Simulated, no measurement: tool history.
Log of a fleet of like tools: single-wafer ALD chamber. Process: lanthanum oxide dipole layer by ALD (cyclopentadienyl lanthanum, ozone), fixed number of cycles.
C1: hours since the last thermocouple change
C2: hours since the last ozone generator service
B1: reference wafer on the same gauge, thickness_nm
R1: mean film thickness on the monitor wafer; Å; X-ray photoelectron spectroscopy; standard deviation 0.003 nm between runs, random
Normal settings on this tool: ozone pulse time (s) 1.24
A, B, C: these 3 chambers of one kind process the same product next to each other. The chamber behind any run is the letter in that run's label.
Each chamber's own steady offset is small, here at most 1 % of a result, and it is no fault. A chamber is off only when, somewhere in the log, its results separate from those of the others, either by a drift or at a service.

Run 1C, hour 3.4: usual settings; C1 189.7; C2 378.3; B1 0.49108. Result: R1 5.2621 Å.
Run 2A, hour 7.2: usual settings; C1 233.3; C2 110.3; B1 0.49099. Result: R1 5.3057 Å.
Run 3B, hour 9.2: usual settings; C1 128.5; C2 688.2; B1 0.49096. Result: R1 5.2317 Å.
Run 4A, hour 11.7: usual settings; C1 237.8; C2 114.8; B1 0.49065. Result: R1 5.2723 Å.
Run 5B, hour 14.2: usual settings; C1 133.5; C2 693.2; B1 0.49078. Result: R1 5.2838 Å.
Run 6C, hour 17.5: usual settings but ozone pulse time (s) 0.92; C1 203.8; C2 392.4; B1 0.49043. Result: R1 4.8335 Å.
Run 7B, hour 20.9: usual settings but ozone pulse time (s) 0.92; C1 140.2; C2 699.9; B1 0.49080. Result: R1 4.7962 Å.
Run 8C, hour 24.1: usual settings but ozone pulse time (s) 0.92; C1 210.4; C2 399.0; B1 0.49109. Result: R1 4.7971 Å.
Run 9A, hour 28.5: usual settings; C1 254.6; C2 131.6; B1 0.49102. Result: R1 5.3041 Å.
Run 10A, hour 30.7: usual settings; C1 256.8; C2 133.8; B1 0.49133. Result: R1 5.2957 Å.
Run 11B, hour 34.6: usual settings; C1 153.9; C2 713.6; B1 0.49096. Result: R1 5.2841 Å.
Run 12C, hour 38.9: usual settings; C1 225.2; C2 413.8; B1 0.49116. Result: R1 5.1937 Å.
Run 13B, hour 43.2: usual settings; C1 162.5; C2 722.2; B1 0.49088. Result: R1 5.2509 Å.
Run 14C, hour 46.4: usual settings; C1 232.7; C2 421.3; B1 0.49063. Result: R1 5.2503 Å.
Run 15A, hour 49.9: usual settings; C1 276.0; C2 153.0; B1 0.49107. Result: R1 5.2773 Å.
Run 16A, hour 54.1: usual settings; C1 280.2; C2 157.2; B1 0.49081. Result: R1 5.3101 Å.
Run 17C, hour 58.4: usual settings; C1 244.7; C2 433.3; B1 0.49068. Result: R1 5.2573 Å.
Run 18B, hour 60.4: usual settings; C1 179.7; C2 739.4; B1 0.49111. Result: R1 5.2578 Å.
Run 19A, hour 63.6: usual settings; C1 289.7; C2 166.7; B1 0.49065. Result: R1 5.2753 Å.
Run 20B, hour 67.4: usual settings; C1 186.7; C2 746.4; B1 0.49089. Result: R1 5.2843 Å.
Run 21C, hour 71.5: usual settings; C1 257.8; C2 446.4; B1 0.49137. Result: R1 5.2698 Å.
Run 22C, hour 74.9: usual settings; C1 261.2; C2 449.8; B1 0.49057. Result: R1 5.2016 Å.
Run 23B, hour 77.9: usual settings; C1 197.2; C2 756.9; B1 0.49067. Result: R1 5.2508 Å.
Run 24A, hour 80.1: usual settings; C1 306.2; C2 183.2; B1 0.49130. Result: R1 5.2379 Å.
Run 25C, hour 82.8: usual settings; C1 269.1; C2 457.7; B1 0.49132. Result: R1 5.1948 Å.
Run 26B, hour 85.9: usual settings; C1 205.2; C2 764.9; B1 0.49045. Result: R1 5.2474 Å.
Run 27A, hour 90.3: usual settings but ozone pulse time (s) 0.81; C1 316.4; C2 193.4; B1 0.49145. Result: R1 4.6568 Å.
Run 28B, hour 94.1: usual settings but ozone pulse time (s) 0.81; C1 213.4; C2 773.1; B1 0.49072. Result: R1 4.6204 Å.
Run 29A, hour 98.4: usual settings but ozone pulse time (s) 0.81; C1 324.5; C2 201.5; B1 0.49049. Result: R1 4.6686 Å.
Run 30C, hour 102.6: usual settings; C1 288.9; C2 477.5; B1 0.49197. Result: R1 5.2359 Å.
Run 31B, hour 105.8: usual settings but ozone pulse time (s) 1.58; C1 225.1; C2 784.8; B1 0.49041. Result: R1 5.5343 Å.
Run 32A, hour 107.9: usual settings but ozone pulse time (s) 1.58; C1 334.0; C2 211.0; B1 0.49052. Result: R1 5.5519 Å.
Run 33C, hour 111.8: usual settings but ozone pulse time (s) 1.58; C1 298.1; C2 486.7; B1 0.49072. Result: R1 5.4641 Å.

What goes on in this fleet: one chamber off, a drifting gauge, or nothing beyond the chambers' own small offsets? Name the chamber and the cause, if any.

Nothing is wrong: each chamber keeps only its own small, steady offset and the gauge holds still.
